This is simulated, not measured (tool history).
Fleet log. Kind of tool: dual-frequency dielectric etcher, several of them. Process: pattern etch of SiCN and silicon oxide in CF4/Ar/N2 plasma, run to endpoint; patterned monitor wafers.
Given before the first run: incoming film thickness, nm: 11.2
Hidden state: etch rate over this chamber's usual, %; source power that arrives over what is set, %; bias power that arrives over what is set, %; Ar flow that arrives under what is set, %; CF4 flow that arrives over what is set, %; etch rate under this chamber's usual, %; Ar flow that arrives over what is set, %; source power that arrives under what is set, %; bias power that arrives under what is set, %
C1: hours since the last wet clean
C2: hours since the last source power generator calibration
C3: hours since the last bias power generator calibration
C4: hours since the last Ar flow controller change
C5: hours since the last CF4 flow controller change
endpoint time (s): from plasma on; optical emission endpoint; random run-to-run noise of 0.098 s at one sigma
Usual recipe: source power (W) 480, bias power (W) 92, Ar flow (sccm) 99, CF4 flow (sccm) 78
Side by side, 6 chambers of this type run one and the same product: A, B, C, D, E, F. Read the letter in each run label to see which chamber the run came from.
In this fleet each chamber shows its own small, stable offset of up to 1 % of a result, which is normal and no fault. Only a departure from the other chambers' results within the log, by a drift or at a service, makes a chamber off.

-- hour=4.2 chamber E: bias power generator calibrated
run 1A hour=5.1 | source_power_(W)=480 bias_power_(W)=92 Ar_flow_(sccm)=99 CF4_flow_(sccm)=78 | C1=179.7 C2=1870.1 C3=2970.7 C4=1832 C5=2193.7 | endpoint_time_(s)=11.162
run 2B hour=8.1 | source_power_(W)=480 bias_power_(W)=92 Ar_flow_(sccm)=99 CF4_flow_(sccm)=78 | C1=238.8 C2=375.1 C3=189.3 C4=3600.2 C5=4721.5 | endpoint_time_(s)=11.095
run 3F hour=12.7 | source_power_(W)=480 bias_power_(W)=92 Ar_flow_(sccm)=99 CF4_flow_(sccm)=78 | C1=211.8 C2=48.4 C3=1304.6 C4=1526.8 C5=553.8 | endpoint_time_(s)=10.969
run 4E hour=18.2 | source_power_(W)=480 bias_power_(W)=92 Ar_flow_(sccm)=99 CF4_flow_(sccm)=78 | C1=218.9 C2=580 C3=14.1 C4=3713.1 C5=319.4 | endpoint_time_(s)=11.173
run 5D hour=23.1 | source_power_(W)=480 bias_power_(W)=92 Ar_flow_(sccm)=76 CF4_flow_(sccm)=86 | C1=45.6 C2=1266.4 C3=1242.6 C4=619.1 C5=434 | endpoint_time_(s)=10.698
run 6C hour=26.7 | source_power_(W)=480 bias_power_(W)=92 Ar_flow_(sccm)=76 CF4_flow_(sccm)=86 | C1=249.5 C2=2219 C3=747.8 C4=2950 C5=471.3 | endpoint_time_(s)=10.627
run 7D hour=32.7 | source_power_(W)=480 bias_power_(W)=92 Ar_flow_(sccm)=76 CF4_flow_(sccm)=86 | C1=55.2 C2=1276 C3=1252.2 C4=628.7 C5=443.6 | endpoint_time_(s)=10.698
run 8C hour=38.9 | source_power_(W)=480 bias_power_(W)=92 Ar_flow_(sccm)=76 CF4_flow_(sccm)=86 | C1=261.7 C2=2231.2 C3=760 C4=2962.2 C5=483.5 | endpoint_time_(s)=10.606
run 9E hour=42.8 | source_power_(W)=480 bias_power_(W)=92 Ar_flow_(sccm)=76 CF4_flow_(sccm)=86 | C1=243.5 C2=604.6 C3=38.7 C4=3737.7 C5=344 | endpoint_time_(s)=10.478
run 10F hour=48.1 | source_power_(W)=480 bias_power_(W)=92 Ar_flow_(sccm)=76 CF4_flow_(sccm)=86 | C1=247.2 C2=83.8 C3=1340 C4=1562.2 C5=589.2 | endpoint_time_(s)=10.694
run 11A hour=51.7 | source_power_(W)=480 bias_power_(W)=92 Ar_flow_(sccm)=99 CF4_flow_(sccm)=78 | C1=226.3 C2=1916.7 C3=3017.3 C4=1878.6 C5=2240.3 | endpoint_time_(s)=10.983
run 12B hour=57.2 | source_power_(W)=480 bias_power_(W)=92 Ar_flow_(sccm)=99 CF4_flow_(sccm)=78 | C1=287.9 C2=424.2 C3=238.4 C4=3649.3 C5=4770.6 | endpoint_time_(s)=11.194
run 13B hour=61.7 | source_power_(W)=480 bias_power_(W)=92 Ar_flow_(sccm)=99 CF4_flow_(sccm)=78 | C1=292.4 C2=428.7 C3=242.9 C4=3653.8 C5=4775.1 | endpoint_time_(s)=11.271
run 14C hour=67.5 | source_power_(W)=480 bias_power_(W)=92 Ar_flow_(sccm)=99 CF4_flow_(sccm)=78 | C1=290.3 C2=2259.8 C3=788.6 C4=2990.8 C5=512.1 | endpoint_time_(s)=11.229
run 15D hour=72.6 | source_power_(W)=540 bias_power_(W)=92 Ar_flow_(sccm)=99 CF4_flow_(sccm)=78 | C1=95.1 C2=1315.9 C3=1292.1 C4=668.6 C5=483.5 | endpoint_time_(s)=9.8832
run 16A hour=78.8 | source_power_(W)=540 bias_power_(W)=92 Ar_flow_(sccm)=99 CF4_flow_(sccm)=78 | C1=253.4 C2=1943.8 C3=3044.4 C4=1905.7 C5=2267.4 | endpoint_time_(s)=9.9673
run 17E hour=83.6 | source_power_(W)=540 bias_power_(W)=92 Ar_flow_(sccm)=99 CF4_flow_(sccm)=78 | C1=284.3 C2=645.4 C3=79.5 C4=3778.5 C5=384.8 | endpoint_time_(s)=9.9553
run 18F hour=88.3 | source_power_(W)=540 bias_power_(W)=92 Ar_flow_(sccm)=99 CF4_flow_(sccm)=78 | C1=287.4 C2=124 C3=1380.2 C4=1602.4 C5=629.4 | endpoint_time_(s)=9.8681
run 19F hour=91.1 | source_power_(W)=540 bias_power_(W)=92 Ar_flow_(sccm)=99 CF4_flow_(sccm)=78 | C1=290.2 C2=126.8 C3=1383 C4=1605.2 C5=632.2 | endpoint_time_(s)=10.059
run 20B hour=96.3 | source_power_(W)=540 bias_power_(W)=92 Ar_flow_(sccm)=99 CF4_flow_(sccm)=78 | C1=327 C2=463.3 C3=277.5 C4=3688.4 C5=4809.7 | endpoint_time_(s)=9.9941
run 21C hour=99.2 | source_power_(W)=480 bias_power_(W)=92 Ar_flow_(sccm)=99 CF4_flow_(sccm)=78 | C1=322 C2=2291.5 C3=820.3 C4=3022.5 C5=543.8 | endpoint_time_(s)=11.207
run 22A hour=104.6 | source_power_(W)=480 bias_power_(W)=92 Ar_flow_(sccm)=99 CF4_flow_(sccm)=78 | C1=279.2 C2=1969.6 C3=3070.2 C4=1931.5 C5=2293.2 | endpoint_time_(s)=11.223
run 23D hour=110.5 | source_power_(W)=540 bias_power_(W)=92 Ar_flow_(sccm)=113 CF4_flow_(sccm)=78 | C1=133 C2=1353.8 C3=1330 C4=706.5 C5=521.4 | endpoint_time_(s)=10.298
run 24E hour=116.8 | source_power_(W)=540 bias_power_(W)=92 Ar_flow_(sccm)=113 CF4_flow_(sccm)=78 | C1=317.5 C2=678.6 C3=112.7 C4=3811.7 C5=418 | endpoint_time_(s)=10.063
run 25F hour=123 | source_power_(W)=540 bias_power_(W)=92 Ar_flow_(sccm)=113 CF4_flow_(sccm)=78 | C1=322.1 C2=158.7 C3=1414.9 C4=1637.1 C5=664.1 | endpoint_time_(s)=10.155
run 26B hour=127.6 | source_power_(W)=540 bias_power_(W)=92 Ar_flow_(sccm)=113 CF4_flow_(sccm)=78 | C1=358.3 C2=494.6 C3=308.8 C4=3719.7 C5=4841 | endpoint_time_(s)=10.139
run 27A hour=131.8 | source_power_(W)=540 bias_power_(W)=92 Ar_flow_(sccm)=113 CF4_flow_(sccm)=78 | C1=306.4 C2=1996.8 C3=3097.4 C4=1958.7 C5=2320.4 | endpoint_time_(s)=10.159
run 28E hour=134.6 | source_power_(W)=540 bias_power_(W)=92 Ar_flow_(sccm)=113 CF4_flow_(sccm)=78 | C1=335.3 C2=696.4 C3=130.5 C4=3829.5 C5=435.8 | endpoint_time_(s)=10.219
run 29D hour=138.3 | source_power_(W)=480 bias_power_(W)=92 Ar_flow_(sccm)=99 CF4_flow_(sccm)=78 | C1=160.8 C2=1381.6 C3=1357.8 C4=734.3 C5=549.2 | endpoint_time_(s)=11.151
run 30C hour=144.5 | source_power_(W)=480 bias_power_(W)=92 Ar_flow_(sccm)=99 CF4_flow_(sccm)=78 | C1=367.3 C2=2336.8 C3=865.6 C4=3067.8 C5=589.1 | endpoint_time_(s)=11.302
-- hour=148.8 chamber C: wet clean of the chamber
run 31A hour=150.8 | source_power_(W)=540 bias_power_(W)=80 Ar_flow_(sccm)=99 CF4_flow_(sccm)=78 | C1=325.4 C2=2015.8 C3=3116.4 C4=1977.7 C5=2339.4 | endpoint_time_(s)=10.405
run 32E hour=156.1 | source_power_(W)=540 bias_power_(W)=80 Ar_flow_(sccm)=99 CF4_flow_(sccm)=78 | C1=356.8 C2=717.9 C3=152 C4=3851 C5=457.3 | endpoint_time_(s)=10.641
run 33B hour=161.3 | source_power_(W)=540 bias_power_(W)=80 Ar_flow_(sccm)=99 CF4_flow_(sccm)=78 | C1=392 C2=528.3 C3=342.5 C4=3753.4 C5=4874.7 | endpoint_time_(s)=10.425
run 34F hour=164.9 | source_power_(W)=540 bias_power_(W)=80 Ar_flow_(sccm)=99 CF4_flow_(sccm)=78 | C1=364 C2=200.6 C3=1456.8 C4=1679 C5=706 | endpoint_time_(s)=10.568
run 35C hour=170.5 | source_power_(W)=540 bias_power_(W)=80 Ar_flow_(sccm)=99 CF4_flow_(sccm)=78 | C1=21.8 C2=2362.8 C3=891.6 C4=3093.8 C5=615.1 | endpoint_time_(s)=10.681
run 36D hour=174.1 | source_power_(W)=540 bias_power_(W)=80 Ar_flow_(sccm)=99 CF4_flow_(sccm)=78 | C1=196.6 C2=1417.4 C3=1393.6 C4=770.1 C5=585 | endpoint_time_(s)=10.53
run 37B hour=178.8 | source_power_(W)=480 bias_power_(W)=92 Ar_flow_(sccm)=99 CF4_flow_(sccm)=78 | C1=409.5 C2=545.8 C3=360 C4=3770.9 C5=4892.2 | endpoint_time_(s)=10.993
run 38A hour=182 | source_power_(W)=480 bias_power_(W)=92 Ar_flow_(sccm)=99 CF4_flow_(sccm)=78 | C1=356.6 C2=2047 C3=3147.6 C4=2008.9 C5=2370.6 | endpoint_time_(s)=11.118

Decide between three cases: one chamber stands off from its peers, the gauge reading all wafers drifts, or nothing is wrong past each chamber's small offset. Where a chamber is off, say which and what most likely put it there.

Nothing is wrong: each chamber keeps only its own small, steady offset and the gauge holds still.
